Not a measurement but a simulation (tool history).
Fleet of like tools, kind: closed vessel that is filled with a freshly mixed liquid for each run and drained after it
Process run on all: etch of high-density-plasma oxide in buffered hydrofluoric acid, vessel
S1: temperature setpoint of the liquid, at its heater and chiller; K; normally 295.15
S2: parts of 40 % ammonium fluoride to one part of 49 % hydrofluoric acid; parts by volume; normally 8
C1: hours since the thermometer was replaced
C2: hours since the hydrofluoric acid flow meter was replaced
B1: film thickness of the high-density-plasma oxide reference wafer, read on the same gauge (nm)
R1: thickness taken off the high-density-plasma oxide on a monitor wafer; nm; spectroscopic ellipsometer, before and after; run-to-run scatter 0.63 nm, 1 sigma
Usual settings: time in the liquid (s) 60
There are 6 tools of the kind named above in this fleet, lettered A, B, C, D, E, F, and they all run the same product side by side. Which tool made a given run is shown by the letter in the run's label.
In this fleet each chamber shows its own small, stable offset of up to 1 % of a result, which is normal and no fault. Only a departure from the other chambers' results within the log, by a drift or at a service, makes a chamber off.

Run 1C, hour 16.3: usual settings; C1 1417.8; C2 377.7; B1 89.986. Result: R1 100.69 nm.
Run 2F, hour 30.3: usual settings; C1 315.8; C2 181.5; B1 90.017. Result: R1 100.04 nm.
Run 3E, hour 42.5: usual settings; C1 1012.1; C2 1041.3; B1 90.03. Result: R1 101.35 nm.
At hour 56.6: chamber B: hydrofluoric acid flow meter replaced.
Run 4B, hour 58.7: usual settings; C1 449.4; C2 2.1; B1 90.057. Result: R1 101.07 nm.
Run 5A, hour 67.8: usual settings; C1 542; C2 947.5; B1 89.977. Result: R1 101.04 nm.
Run 6D, hour 82.3: usual settings; C1 238.5; C2 261.4; B1 89.964. Result: R1 99.191 nm.
Run 7C, hour 93.5: usual settings but time in the liquid (s) 50; C1 1495; C2 454.9; B1 89.955. Result: R1 83.881 nm.
Run 8A, hour 110.1: usual settings but time in the liquid (s) 50; C1 584.3; C2 989.8; B1 89.996. Result: R1 83.079 nm.
Run 9E, hour 122.1: usual settings but time in the liquid (s) 50; C1 1091.7; C2 1120.9; B1 89.988. Result: R1 84.414 nm.
Run 10B, hour 132.8: usual settings but time in the liquid (s) 50; C1 523.5; C2 76.2; B1 90.023. Result: R1 83.249 nm.
Run 11D, hour 147.7: usual settings but time in the liquid (s) 50; C1 303.9; C2 326.8; B1 89.981. Result: R1 83.196 nm.
Run 12F, hour 154.9: usual settings but time in the liquid (s) 50; C1 440.4; C2 306.1; B1 89.998. Result: R1 83.442 nm.
Run 13C, hour 165.5: usual settings; C1 1567; C2 526.9; B1 90.016. Result: R1 100.58 nm.
Run 14F, hour 179.9: usual settings; C1 465.4; C2 331.1; B1 89.978. Result: R1 100.04 nm.
Run 15A, hour 189.9: usual settings; C1 664.1; C2 1069.6; B1 89.977. Result: R1 100.1 nm.
Run 16D, hour 198: usual settings; C1 354.2; C2 377.1; B1 90. Result: R1 100.84 nm.
Run 17B, hour 214.5: usual settings; C1 605.2; C2 157.9; B1 89.981. Result: R1 99.615 nm.
At hour 215.2: chamber A: hydrofluoric acid flow meter replaced.
Run 18E, hour 224.1: usual settings; C1 1193.7; C2 1222.9; B1 89.996. Result: R1 100.35 nm.
Run 19B, hour 238.2: usual settings; C1 628.9; C2 181.6; B1 90.012. Result: R1 98.805 nm.
Run 20A, hour 252.2: usual settings but S2 9 parts by volume; C1 726.4; C2 37; B1 90.006. Result: R1 88.695 nm.
At hour 255.1: chamber F: thermometer replaced.
Run 21F, hour 268.2: usual settings but S2 9 parts by volume; C1 13.1; C2 419.4; B1 90.048. Result: R1 86.921 nm.
Run 22D, hour 283.1: usual settings but S2 9 parts by volume; C1 439.3; C2 462.2; B1 90.008. Result: R1 87.457 nm.
Run 23C, hour 291.6: usual settings but S2 9 parts by volume; C1 1693.1; C2 653; B1 90.03. Result: R1 89.193 nm.
Run 24E, hour 299.9: usual settings but S2 9 parts by volume; C1 1269.5; C2 1298.7; B1 89.989. Result: R1 88.235 nm.
Run 25F, hour 314.5: usual settings but S2 9 parts by volume; C1 59.4; C2 465.7; B1 90.01. Result: R1 88.534 nm.
At hour 319.6: chamber C: thermometer replaced.
Run 26C, hour 326.4: usual settings; C1 6.8; C2 687.8; B1 90.007. Result: R1 101.36 nm.
At hour 333.3: chamber D: hydrofluoric acid flow meter replaced.
Run 27D, hour 342.7: usual settings but S2 9.5 parts by volume, time in the liquid (s) 70; C1 498.9; C2 9.4; B1 90.037. Result: R1 99.523 nm.
Run 28A, hour 355.4: usual settings but S2 9.5 parts by volume, time in the liquid (s) 70; C1 829.6; C2 140.2; B1 89.992. Result: R1 100.49 nm.
Run 29B, hour 371.7: usual settings but S2 9.5 parts by volume, time in the liquid (s) 70; C1 762.4; C2 315.1; B1 90.02. Result: R1 94.814 nm.
Run 30E, hour 382.7: usual settings but S2 9.5 parts by volume, time in the liquid (s) 70; C1 1352.3; C2 1381.5; B1 90.017. Result: R1 99.483 nm.
Run 31E, hour 391.3: usual settings but S2 9.5 parts by volume, time in the liquid (s) 70; C1 1360.9; C2 1390.1; B1 90.008. Result: R1 99.402 nm.
Run 32A, hour 399.6: usual settings but S2 9.5 parts by volume, time in the liquid (s) 70; C1 873.8; C2 184.4; B1 90. Result: R1 100.99 nm.
Run 33F, hour 410.3: usual settings but S1 291.65 K, S2 7 parts by volume; C1 155.2; C2 561.5; B1 89.983. Result: R1 95.318 nm.
Run 34B, hour 420.9: usual settings but S1 291.65 K, S2 7 parts by volume; C1 811.6; C2 364.3; B1 90.012. Result: R1 90.05 nm.
Run 35C, hour 435.7: usual settings but S1 291.65 K, S2 7 parts by volume; C1 116.1; C2 797.1; B1 90.012. Result: R1 96.26 nm.
Run 36D, hour 442.9: usual settings but S1 291.65 K, S2 7 parts by volume; C1 599.1; C2 109.6; B1 90.001. Result: R1 95.171 nm.
Run 37E, hour 454.1: usual settings but S1 291.65 K, S2 7 parts by volume; C1 1423.7; C2 1452.9; B1 89.962. Result: R1 94.842 nm.
Run 38C, hour 465: usual settings but S1 291.65 K, S2 7 parts by volume; C1 145.4; C2 826.4; B1 90.028. Result: R1 96.505 nm.
Run 39F, hour 475.1: usual settings but S2 9.5 parts by volume; C1 220; C2 626.3; B1 89.998. Result: R1 85.326 nm.
Run 40D, hour 488.6: usual settings but S2 9.5 parts by volume; C1 644.8; C2 155.3; B1 89.957. Result: R1 85.483 nm.
Run 41A, hour 501.6: usual settings but S2 9.5 parts by volume; C1 975.8; C2 286.4; B1 90.027. Result: R1 85.275 nm.
Run 42B, hour 511.4: usual settings but S2 9.5 parts by volume; C1 902.1; C2 454.8; B1 89.988. Result: R1 80 nm.

All 6 chambers run these settings next. Forecast each chamber's results:
Run 43A, hour 523.2: usual settings but S1 296.65 K. Result: R1 ?.
Run 43B, hour 523.2: usual settings but S1 296.65 K. Result: R1 ?.
Run 43C, hour 523.2: usual settings but S1 296.65 K. Result: R1 ?.
Run 43D, hour 523.2: usual settings but S1 296.65 K. Result: R1 ?.
Run 43E, hour 523.2: usual settings but S1 296.65 K. Result: R1 ?.
Run 43F, hour 523.2: usual settings but S1 296.65 K. Result: R1 ?.

run      R1
43A  109.44
43B  101.65
43C  110.77
43D  108.86
43E  108.14
43F  107.95

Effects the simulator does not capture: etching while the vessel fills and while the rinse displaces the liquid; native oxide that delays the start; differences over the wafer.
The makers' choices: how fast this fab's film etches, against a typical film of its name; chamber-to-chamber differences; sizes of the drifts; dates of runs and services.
